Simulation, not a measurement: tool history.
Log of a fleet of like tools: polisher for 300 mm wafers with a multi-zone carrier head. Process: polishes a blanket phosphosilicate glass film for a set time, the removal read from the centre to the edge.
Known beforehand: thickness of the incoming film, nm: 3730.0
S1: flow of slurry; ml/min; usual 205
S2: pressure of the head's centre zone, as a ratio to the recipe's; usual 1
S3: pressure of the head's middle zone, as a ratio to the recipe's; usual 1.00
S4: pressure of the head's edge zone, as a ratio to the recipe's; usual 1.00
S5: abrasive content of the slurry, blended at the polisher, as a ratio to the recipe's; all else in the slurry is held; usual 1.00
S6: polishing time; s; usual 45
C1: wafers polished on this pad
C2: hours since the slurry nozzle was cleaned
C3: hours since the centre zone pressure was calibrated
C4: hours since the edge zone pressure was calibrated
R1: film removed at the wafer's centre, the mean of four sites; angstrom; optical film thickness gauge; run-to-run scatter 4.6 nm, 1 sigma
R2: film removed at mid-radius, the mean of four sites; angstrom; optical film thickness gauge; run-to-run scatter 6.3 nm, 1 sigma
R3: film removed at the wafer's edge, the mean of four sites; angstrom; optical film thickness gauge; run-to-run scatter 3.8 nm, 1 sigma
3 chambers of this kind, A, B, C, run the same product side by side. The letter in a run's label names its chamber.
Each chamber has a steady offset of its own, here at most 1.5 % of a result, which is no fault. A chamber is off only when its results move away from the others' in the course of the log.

Run 1A, hour 3.8: usual settings; C1 457; C2 562.1; C3 108.8; C4 93.4. Result: R1 4788.3 angstrom, R2 4903.7 angstrom, R3 4870.1 angstrom.
Run 2C, hour 12.4: usual settings; C1 616; C2 775.7; C3 1211.4; C4 403.7. Result: R1 4881.3 angstrom, R2 4748.7 angstrom, R3 4852.4 angstrom.
At hour 14.9: chamber C: centre zone pressure recalibrated.
Run 3B, hour 19.4: usual settings; C1 434; C2 345.4; C3 131.1; C4 546.0. Result: R1 4791.6 angstrom, R2 5031.4 angstrom, R3 4796.5 angstrom.
At hour 27.1: chamber B: worn pad replaced by a new one.
Run 4A, hour 28.0: usual settings; C1 679; C2 586.3; C3 133.0; C4 117.6. Result: R1 4835.8 angstrom, R2 4809.8 angstrom, R3 4836.2 angstrom.
Run 5C, hour 32.3: usual settings; C1 799; C2 795.6; C3 17.4; C4 423.6. Result: R1 4842.3 angstrom, R2 4747.0 angstrom, R3 4921.2 angstrom.
At hour 33.6: chamber C: slurry nozzle cleaned.
At hour 38.5: chamber A: worn pad replaced by a new one.
Run 6B, hour 40.3: usual settings; C1 121; C2 366.3; C3 152.0; C4 566.9. Result: R1 4815.3 angstrom, R2 4885.8 angstrom, R3 4821.0 angstrom.
Run 7C, hour 46.7: usual settings; C1 931; C2 13.2; C3 31.8; C4 438.0. Result: R1 4843.7 angstrom, R2 4905.8 angstrom, R3 4839.4 angstrom.
Run 8B, hour 51.7: usual settings but S5 0.85; C1 226; C2 377.7; C3 163.4; C4 578.3. Result: R1 4427.1 angstrom, R2 4560.8 angstrom, R3 4494.9 angstrom.
Run 9A, hour 57.7: usual settings but S5 0.85; C1 176; C2 616.0; C3 162.7; C4 147.3. Result: R1 4453.2 angstrom, R2 4467.0 angstrom, R3 4456.8 angstrom.
Run 10B, hour 63.0: usual settings but S5 0.85; C1 330; C2 389.0; C3 174.7; C4 589.6. Result: R1 4406.5 angstrom, R2 4650.4 angstrom, R3 4442.3 angstrom.
Run 11C, hour 70.2: usual settings; C1 1147; C2 36.7; C3 55.3; C4 461.5. Result: R1 4835.3 angstrom, R2 4972.4 angstrom, R3 4913.7 angstrom.
Run 12A, hour 77.8: usual settings; C1 361; C2 636.1; C3 182.8; C4 167.4. Result: R1 4749.0 angstrom, R2 4791.8 angstrom, R3 4800.4 angstrom.
Run 13C, hour 85.9: usual settings but S1 140 ml/min, S3 0.95; C1 1291; C2 52.4; C3 71.0; C4 477.2. Result: R1 4439.9 angstrom, R2 4288.2 angstrom, R3 4581.1 angstrom.
At hour 88.9: chamber B: worn pad replaced by a new one.
At hour 89.9: chamber C: worn pad replaced by a new one.
Run 14A, hour 90.9: usual settings but S1 140 ml/min, S3 0.95; C1 481; C2 649.2; C3 195.9; C4 180.5. Result: R1 4504.1 angstrom, R2 4182.7 angstrom, R3 4690.9 angstrom.
Run 15B, hour 98.1: usual settings but S1 140 ml/min, S3 0.95; C1 84; C2 424.1; C3 209.8; C4 624.7. Result: R1 4480.9 angstrom, R2 4436.3 angstrom, R3 4582.9 angstrom.
At hour 103.8: chamber A: worn pad replaced by a new one.
Run 16B, hour 103.8: usual settings; C1 137; C2 429.8; C3 215.5; C4 630.4. Result: R1 4794.3 angstrom, R2 4958.2 angstrom, R3 4829.1 angstrom.
Run 17C, hour 111.2: usual settings; C1 196; C2 77.7; C3 96.3; C4 502.5. Result: R1 4851.6 angstrom, R2 4831.5 angstrom, R3 4871.8 angstrom.
Run 18A, hour 115.2: usual settings; C1 105; C2 673.5; C3 220.2; C4 204.8. Result: R1 4704.5 angstrom, R2 4920.7 angstrom, R3 4812.0 angstrom.
Run 19C, hour 121.3: usual settings; C1 288; C2 87.8; C3 106.4; C4 512.6. Result: R1 4860.2 angstrom, R2 4855.4 angstrom, R3 4878.0 angstrom.
Run 20A, hour 125.8: usual settings but S4 0.89, S5 1.15; C1 203; C2 684.1; C3 230.8; C4 215.4. Result: R1 5122.6 angstrom, R2 5047.7 angstrom, R3 4845.3 angstrom.
Run 21B, hour 134.5: usual settings but S4 0.89, S5 1.15; C1 419; C2 460.5; C3 246.2; C4 661.1. Result: R1 5093.1 angstrom, R2 5182.4 angstrom, R3 4861.4 angstrom.
Run 22A, hour 142.0: usual settings but S4 0.89, S5 1.15; C1 351; C2 700.3; C3 247.0; C4 231.6. Result: R1 5038.3 angstrom, R2 5072.2 angstrom, R3 4800.4 angstrom.
At hour 143.8: chamber C: edge zone pressure recalibrated.
At hour 144.8: chamber B: worn pad replaced by a new one.
Run 23C, hour 150.2: usual settings; C1 554; C2 116.7; C3 135.3; C4 6.4. Result: R1 4829.1 angstrom, R2 4873.5 angstrom, R3 4884.6 angstrom.
Run 24B, hour 158.2: usual settings; C1 123; C2 484.2; C3 269.9; C4 684.8. Result: R1 4783.9 angstrom, R2 4903.6 angstrom, R3 4852.8 angstrom.
Run 25B, hour 167.0: usual settings; C1 204; C2 493.0; C3 278.7; C4 693.6. Result: R1 4820.0 angstrom, R2 4877.0 angstrom, R3 4857.5 angstrom.
Run 26C, hour 172.1: usual settings; C1 755; C2 138.6; C3 157.2; C4 28.3. Result: R1 4870.2 angstrom, R2 4765.2 angstrom, R3 4808.5 angstrom.
At hour 175.9: chamber A: worn pad replaced by a new one.
Run 27A, hour 179.1: usual settings; C1 29; C2 737.4; C3 284.1; C4 268.7. Result: R1 4764.4 angstrom, R2 4882.3 angstrom, R3 4845.4 angstrom.
Run 28A, hour 185.1: usual settings; C1 85; C2 743.4; C3 290.1; C4 274.7. Result: R1 4752.0 angstrom, R2 4872.6 angstrom, R3 4818.3 angstrom.
Run 29B, hour 193.9: usual settings; C1 452; C2 519.9; C3 305.6; C4 720.5. Result: R1 4788.7 angstrom, R2 4882.0 angstrom, R3 4890.6 angstrom.
Run 30C, hour 202.6: usual settings; C1 1036; C2 169.1; C3 187.7; C4 58.8. Result: R1 4803.7 angstrom, R2 4866.4 angstrom, R3 4879.7 angstrom.
At hour 209.5: chamber B: worn pad replaced by a new one.
Run 31A, hour 210.8: usual settings; C1 321; C2 769.1; C3 315.8; C4 300.4. Result: R1 4781.4 angstrom, R2 4730.6 angstrom, R3 4846.9 angstrom.
Run 32C, hour 218.2: usual settings but S5 0.75, S6 51 s; C1 1179; C2 184.7; C3 203.3; C4 74.4. Result: R1 4707.5 angstrom, R2 4734.7 angstrom, R3 4757.4 angstrom.
Run 33B, hour 224.7: usual settings but S5 0.75, S6 51 s; C1 139; C2 550.7; C3 336.4; C4 751.3. Result: R1 4646.2 angstrom, R2 4734.6 angstrom, R3 4735.5 angstrom.
Run 34C, hour 228.8: usual settings but S5 0.75, S6 51 s; C1 1277; C2 195.3; C3 213.9; C4 85.0. Result: R1 4706.8 angstrom, R2 4903.1 angstrom, R3 4792.4 angstrom.

Predict what each chamber gives when all 3 of them run the settings below next.
Run 35A, hour 235.1: usual settings but S5 1.10. Result: R1 ?, R2 ?, R3 ?.
Run 35B, hour 235.1: usual settings but S5 1.10. Result: R1 ?, R2 ?, R3 ?.
Run 35C, hour 235.1: usual settings but S5 1.10. Result: R1 ?, R2 ?, R3 ?.

run      R1      R2      R3
35A  4990.0  4964.2  5114.6
35B  5028.1  5058.5  5070.3
35C  5049.5  5062.7  5076.0

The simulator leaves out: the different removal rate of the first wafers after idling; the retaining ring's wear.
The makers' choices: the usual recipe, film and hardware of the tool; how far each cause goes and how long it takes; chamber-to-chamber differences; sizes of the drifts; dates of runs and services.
